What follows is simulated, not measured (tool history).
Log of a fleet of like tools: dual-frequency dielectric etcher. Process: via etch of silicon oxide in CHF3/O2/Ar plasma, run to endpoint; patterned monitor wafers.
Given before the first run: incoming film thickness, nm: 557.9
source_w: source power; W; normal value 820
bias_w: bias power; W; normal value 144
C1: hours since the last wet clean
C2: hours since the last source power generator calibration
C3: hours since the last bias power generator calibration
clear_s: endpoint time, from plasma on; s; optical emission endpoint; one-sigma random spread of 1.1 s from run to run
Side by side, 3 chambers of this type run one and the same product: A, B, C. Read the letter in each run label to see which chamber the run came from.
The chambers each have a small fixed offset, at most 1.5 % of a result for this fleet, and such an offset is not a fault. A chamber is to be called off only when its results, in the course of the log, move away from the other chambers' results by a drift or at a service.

run 1B hour=12 | source_w=820 bias_w=144 | C1=176 C2=1759.6 C3=3069.2 | clear_s=269.02
run 2A hour=20.6 | source_w=820 bias_w=144 | C1=136.1 C2=2829.7 C3=1425.1 | clear_s=272.4
run 3C hour=29.4 | source_w=820 bias_w=144 | C1=189.6 C2=610.8 C3=1287.7 | clear_s=269.36
run 4B hour=37.2 | source_w=820 bias_w=144 | C1=201.2 C2=1784.8 C3=3094.4 | clear_s=270.21
run 5A hour=48.2 | source_w=820 bias_w=112 | C1=163.7 C2=2857.3 C3=1452.7 | clear_s=294.05
run 6C hour=59.7 | source_w=820 bias_w=112 | C1=219.9 C2=641.1 C3=1318 | clear_s=288.48
run 7C hour=71.3 | source_w=820 bias_w=112 | C1=231.5 C2=652.7 C3=1329.6 | clear_s=287.11
run 8B hour=83.5 | source_w=820 bias_w=144 | C1=247.5 C2=1831.1 C3=3140.7 | clear_s=270.59
run 9A hour=90.7 | source_w=820 bias_w=144 | C1=206.2 C2=2899.8 C3=1495.2 | clear_s=272.44
run 10C hour=99.6 | source_w=820 bias_w=144 | C1=259.8 C2=681 C3=1357.9 | clear_s=264.78
run 11A hour=111.8 | source_w=820 bias_w=144 | C1=227.3 C2=2920.9 C3=1516.3 | clear_s=273.58
run 12B hour=118.9 | source_w=820 bias_w=144 | C1=282.9 C2=1866.5 C3=3176.1 | clear_s=270
run 13A hour=124.5 | source_w=1020 bias_w=163 | C1=240 C2=2933.6 C3=1529 | clear_s=240.83
run 14C hour=132.2 | source_w=1020 bias_w=163 | C1=292.4 C2=713.6 C3=1390.5 | clear_s=234.36
run 15B hour=142.1 | source_w=1020 bias_w=163 | C1=306.1 C2=1889.7 C3=3199.3 | clear_s=237.45
run 16B hour=151.4 | source_w=820 bias_w=144 | C1=315.4 C2=1899 C3=3208.6 | clear_s=269.47
run 17A hour=158.9 | source_w=970 bias_w=144 | C1=274.4 C2=2968 C3=1563.4 | clear_s=256.29
-- hour=159.1 chamber B: bias power generator calibrated
run 18C hour=165.1 | source_w=970 bias_w=144 | C1=325.3 C2=746.5 C3=1423.4 | clear_s=244.1
run 19A hour=177.6 | source_w=970 bias_w=144 | C1=293.1 C2=2986.7 C3=1582.1 | clear_s=257.27
run 20B hour=183.7 | source_w=820 bias_w=144 | C1=347.7 C2=1931.3 C3=24.6 | clear_s=270.52

One chamber off, gauge drift, or nothing amiss beyond the chambers' own small offsets? If it is a chamber, which one, and what is the likeliest cause?

Chamber C drifts away from the others.
Most likely cause: etch rate over this chamber's usual, % = 3.49.

Chamber C could run next with any of the 4 candidate recipes listed below; each alters the usual settings, and their results appear as question marks. Which one brings its results back in line with what the other chambers deliver on the usual settings?
In line means no further than this from the other chambers' mean on the usual settings: clear_s 3.9 s
run 21C-1 hour=192.9 | source_w=730 bias_w=144 | clear_s=?
run 21C-2 hour=192.9 | source_w=910 bias_w=144 | clear_s=?
run 21C-3 hour=192.9 | source_w=820 bias_w=137 | clear_s=?
run 21C-4 hour=192.9 | source_w=820 bias_w=151 | clear_s=?

Other chambers, usual settings, mean: clear_s 271.4 s
run=21C-1 clear_s=271.99
run=21C-2 clear_s=249.6
run=21C-3 clear_s=263.99
run=21C-4 clear_s=256.13
21C-1 is the one that brings the chamber's results back in line with the other chambers.

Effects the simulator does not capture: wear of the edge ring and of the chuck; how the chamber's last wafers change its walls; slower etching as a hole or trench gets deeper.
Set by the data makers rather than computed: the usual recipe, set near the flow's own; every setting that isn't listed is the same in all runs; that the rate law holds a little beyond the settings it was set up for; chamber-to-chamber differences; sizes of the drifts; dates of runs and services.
